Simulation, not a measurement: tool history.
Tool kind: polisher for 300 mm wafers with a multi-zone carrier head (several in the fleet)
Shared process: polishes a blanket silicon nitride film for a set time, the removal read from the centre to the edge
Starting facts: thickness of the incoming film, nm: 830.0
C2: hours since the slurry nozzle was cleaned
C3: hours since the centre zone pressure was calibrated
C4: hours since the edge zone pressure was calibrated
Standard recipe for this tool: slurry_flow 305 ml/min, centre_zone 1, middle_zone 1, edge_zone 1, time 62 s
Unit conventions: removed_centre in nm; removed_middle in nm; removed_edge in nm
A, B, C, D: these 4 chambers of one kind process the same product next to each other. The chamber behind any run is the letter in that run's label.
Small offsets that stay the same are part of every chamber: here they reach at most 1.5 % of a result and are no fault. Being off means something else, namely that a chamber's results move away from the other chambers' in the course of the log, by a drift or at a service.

Run 1C, hour 5.9: usual settings; wafers polished on this pad 694; C2 132.2; C3 260.2; C4 175.9. Result: removed_centre 77.203 nm, removed_middle 79.245 nm, removed_edge 76.662 nm.
Run 2B, hour 15.1: usual settings; wafers polished on this pad 636; C2 31.4; C3 173.1; C4 204. Result: removed_centre 78.108 nm, removed_middle 79.58 nm, removed_edge 76.393 nm.
At hour 19.3: chamber C: worn pad replaced by a new one.
Run 3A, hour 25.5: usual settings; wafers polished on this pad 1127; C2 139; C3 1307.7; C4 278. Result: removed_centre 78.512 nm, removed_middle 78.801 nm, removed_edge 77.128 nm.
At hour 28.2: chamber D: worn pad replaced by a new one.
Run 4D, hour 31.5: usual settings; wafers polished on this pad 39; C2 346.4; C3 886.4; C4 136.6. Result: removed_centre 78.805 nm, removed_middle 78.968 nm, removed_edge 79.013 nm.
Run 5D, hour 39.8: usual settings; wafers polished on this pad 137; C2 354.7; C3 894.7; C4 144.9. Result: removed_centre 77.403 nm, removed_middle 79.177 nm, removed_edge 77.048 nm.
Run 6B, hour 47.3: usual settings; wafers polished on this pad 1015; C2 63.6; C3 205.3; C4 236.2. Result: removed_centre 78.73 nm, removed_middle 78.686 nm, removed_edge 78.338 nm.
At hour 53.5: chamber D: centre zone pressure recalibrated.
Run 7C, hour 56: usual settings; wafers polished on this pad 433; C2 182.3; C3 310.3; C4 226. Result: removed_centre 75.071 nm, removed_middle 78.458 nm, removed_edge 77.21 nm.
Run 8A, hour 61.7: usual settings; wafers polished on this pad 1553; C2 175.2; C3 1343.9; C4 314.2. Result: removed_centre 78.808 nm, removed_middle 78.375 nm, removed_edge 78.738 nm.
At hour 62.2: chamber A: worn pad replaced by a new one.
Run 9A, hour 67.2: usual settings but edge_zone 0.91, time 49 s; wafers polished on this pad 59; C2 180.7; C3 1349.4; C4 319.7. Result: removed_centre 62.261 nm, removed_middle 62.187 nm, removed_edge 58.982 nm.
At hour 73.8: chamber C: worn pad replaced by a new one.
Run 10C, hour 74: usual settings but edge_zone 0.91, time 49 s; wafers polished on this pad 2; C2 200.3; C3 328.3; C4 244. Result: removed_centre 60.335 nm, removed_middle 61.655 nm, removed_edge 58.438 nm.
Run 11D, hour 82.9: usual settings but edge_zone 0.91, time 49 s; wafers polished on this pad 645; C2 397.8; C3 29.4; C4 188. Result: removed_centre 61.674 nm, removed_middle 62.336 nm, removed_edge 59.334 nm.
Run 12B, hour 91.1: usual settings but edge_zone 0.91, time 49 s; wafers polished on this pad 1531; C2 107.4; C3 249.1; C4 280. Result: removed_centre 61.261 nm, removed_middle 61.567 nm, removed_edge 59.829 nm.
Run 13C, hour 96.7: usual settings; wafers polished on this pad 270; C2 223; C3 351; C4 266.7. Result: removed_centre 78.278 nm, removed_middle 78.371 nm, removed_edge 77.862 nm.
At hour 102.3: chamber B: worn pad replaced by a new one.
Run 14A, hour 104.4: usual settings; wafers polished on this pad 497; C2 217.9; C3 1386.6; C4 356.9. Result: removed_centre 77.384 nm, removed_middle 77.807 nm, removed_edge 77.16 nm.
At hour 104.5: chamber D: worn pad replaced by a new one.
At hour 110.7: chamber C: slurry nozzle cleaned.
Run 15D, hour 110.9: usual settings; wafers polished on this pad 76; C2 425.8; C3 57.4; C4 216. Result: removed_centre 78.243 nm, removed_middle 78.499 nm, removed_edge 77.226 nm.
At hour 115.3: chamber B: edge zone pressure recalibrated.
Run 16B, hour 116.1: usual settings; wafers polished on this pad 163; C2 132.4; C3 274.1; C4 0.8. Result: removed_centre 77.596 nm, removed_middle 79.105 nm, removed_edge 76.336 nm.
Run 17B, hour 125.8: usual settings; wafers polished on this pad 277; C2 142.1; C3 283.8; C4 10.5. Result: removed_centre 78.1 nm, removed_middle 79.677 nm, removed_edge 78.787 nm.
Run 18C, hour 131.1: usual settings; wafers polished on this pad 675; C2 20.5; C3 385.4; C4 301.1. Result: removed_centre 78.073 nm, removed_middle 78.743 nm, removed_edge 77.786 nm.
Run 19D, hour 137.5: usual settings; wafers polished on this pad 389; C2 452.4; C3 84; C4 242.6. Result: removed_centre 76.924 nm, removed_middle 79.06 nm, removed_edge 78.085 nm.
At hour 137.8: chamber A: centre zone pressure recalibrated.
Run 20A, hour 142.2: usual settings; wafers polished on this pad 942; C2 255.7; C3 4.5; C4 394.7. Result: removed_centre 67.904 nm, removed_middle 78.283 nm, removed_edge 78.191 nm.
At hour 142.5: chamber C: worn pad replaced by a new one.
Run 21A, hour 151: usual settings but time 69 s; wafers polished on this pad 1046; C2 264.5; C3 13.3; C4 403.5. Result: removed_centre 76.118 nm, removed_middle 87.501 nm, removed_edge 89.151 nm.
Run 22B, hour 157.4: usual settings but time 69 s; wafers polished on this pad 649; C2 173.7; C3 315.4; C4 42.1. Result: removed_centre 88.468 nm, removed_middle 88.522 nm, removed_edge 86.219 nm.
Run 23D, hour 167.9: usual settings but time 69 s; wafers polished on this pad 747; C2 482.8; C3 114.4; C4 273. Result: removed_centre 87.465 nm, removed_middle 87.971 nm, removed_edge 85.91 nm.
Run 24C, hour 174.4: usual settings but time 69 s; wafers polished on this pad 376; C2 63.8; C3 428.7; C4 344.4. Result: removed_centre 85.971 nm, removed_middle 86.832 nm, removed_edge 87.15 nm.
At hour 180.4: chamber D: worn pad replaced by a new one.
Run 25D, hour 181.3: usual settings; wafers polished on this pad 11; C2 496.2; C3 127.8; C4 286.4. Result: removed_centre 77.464 nm, removed_middle 77.766 nm, removed_edge 77.762 nm.
Run 26C, hour 186.5: usual settings; wafers polished on this pad 518; C2 75.9; C3 440.8; C4 356.5. Result: removed_centre 77.892 nm, removed_middle 77.668 nm, removed_edge 78.391 nm.
Run 27B, hour 193.8: usual settings; wafers polished on this pad 1078; C2 210.1; C3 351.8; C4 78.5. Result: removed_centre 79.199 nm, removed_middle 79.366 nm, removed_edge 77.015 nm.
Run 28A, hour 198.6: usual settings; wafers polished on this pad 1606; C2 312.1; C3 60.9; C4 451.1. Result: removed_centre 68.782 nm, removed_middle 78.481 nm, removed_edge 78.266 nm.
At hour 202.2: chamber A: worn pad replaced by a new one.
At hour 204.4: chamber C: worn pad replaced by a new one.
Run 29B, hour 206.4: usual settings; wafers polished on this pad 1226; C2 222.7; C3 364.4; C4 91.1. Result: removed_centre 79.448 nm, removed_middle 79.878 nm, removed_edge 78.149 nm.
Run 30D, hour 215: usual settings; wafers polished on this pad 408; C2 529.9; C3 161.5; C4 320.1. Result: removed_centre 77.569 nm, removed_middle 78.214 nm, removed_edge 78.349 nm.
Run 31C, hour 222.4: usual settings; wafers polished on this pad 213; C2 111.8; C3 476.7; C4 392.4. Result: removed_centre 75.58 nm, removed_middle 78.727 nm, removed_edge 77.34 nm.
Run 32A, hour 229.5: usual settings; wafers polished on this pad 321; C2 343; C3 91.8; C4 482. Result: removed_centre 69.061 nm, removed_middle 79.077 nm, removed_edge 78.826 nm.
Run 33C, hour 237.2: usual settings; wafers polished on this pad 387; C2 126.6; C3 491.5; C4 407.2. Result: removed_centre 76.554 nm, removed_middle 78.061 nm, removed_edge 78.133 nm.
At hour 237.8: chamber B: worn pad replaced by a new one.
Run 34A, hour 244.9: usual settings but time 47 s; wafers polished on this pad 503; C2 358.4; C3 107.2; C4 497.4. Result: removed_centre 51.008 nm, removed_middle 59.356 nm, removed_edge 58.439 nm.
At hour 253.2: chamber D: edge zone pressure recalibrated.
Run 35D, hour 253.4: usual settings but time 47 s; wafers polished on this pad 860; C2 568.3; C3 199.9; C4 0.2. Result: removed_centre 60.477 nm, removed_middle 59.938 nm, removed_edge 58.102 nm.
At hour 259.8: chamber A: edge zone pressure recalibrated.
Run 36B, hour 260.8: usual settings but time 47 s; wafers polished on this pad 271; C2 277.1; C3 418.8; C4 145.5. Result: removed_centre 60.137 nm, removed_middle 59.281 nm, removed_edge 59.97 nm.
Run 37A, hour 265.9: usual settings but time 47 s; wafers polished on this pad 750; C2 379.4; C3 128.2; C4 6.1. Result: removed_centre 52.432 nm, removed_middle 59.121 nm, removed_edge 59.801 nm.
At hour 270.9: chamber C: worn pad replaced by a new one.
Run 38C, hour 274.7: usual settings; wafers polished on this pad 44; C2 164.1; C3 529; C4 444.7. Result: removed_centre 77.892 nm, removed_middle 77.193 nm, removed_edge 78.271 nm.
At hour 275.3: chamber D: worn pad replaced by a new one.
Run 39B, hour 283.7: usual settings but slurry_flow 355 ml/min, middle_zone 0.93; wafers polished on this pad 541; C2 300; C3 441.7; C4 168.4. Result: removed_centre 79.667 nm, removed_middle 74.33 nm, removed_edge 76.34 nm.
Run 40D, hour 293.1: usual settings but slurry_flow 355 ml/min, middle_zone 0.93; wafers polished on this pad 210; C2 608; C3 239.6; C4 39.9. Result: removed_centre 77.953 nm, removed_middle 75.071 nm, removed_edge 78.836 nm.

Next, all 4 chambers run the settings below, one line each with question marks for the results. What does each chamber give?
Run 41A, hour 300.7: usual settings but slurry_flow 350 ml/min. Result: removed_centre ?, removed_middle ?, removed_edge ?.
Run 41B, hour 300.7: usual settings but slurry_flow 350 ml/min. Result: removed_centre ?, removed_middle ?, removed_edge ?.
Run 41C, hour 300.7: usual settings but slurry_flow 350 ml/min. Result: removed_centre ?, removed_middle ?, removed_edge ?.
Run 41D, hour 300.7: usual settings but slurry_flow 350 ml/min. Result: removed_centre ?, removed_middle ?, removed_edge ?.

run  removed_centre  removed_middle  removed_edge
41A          69.801          78.696        78.404
41B          78.726          80.624        78.044
41C          76.467          79.491        79.297
41D          77.686          79.445        78.864

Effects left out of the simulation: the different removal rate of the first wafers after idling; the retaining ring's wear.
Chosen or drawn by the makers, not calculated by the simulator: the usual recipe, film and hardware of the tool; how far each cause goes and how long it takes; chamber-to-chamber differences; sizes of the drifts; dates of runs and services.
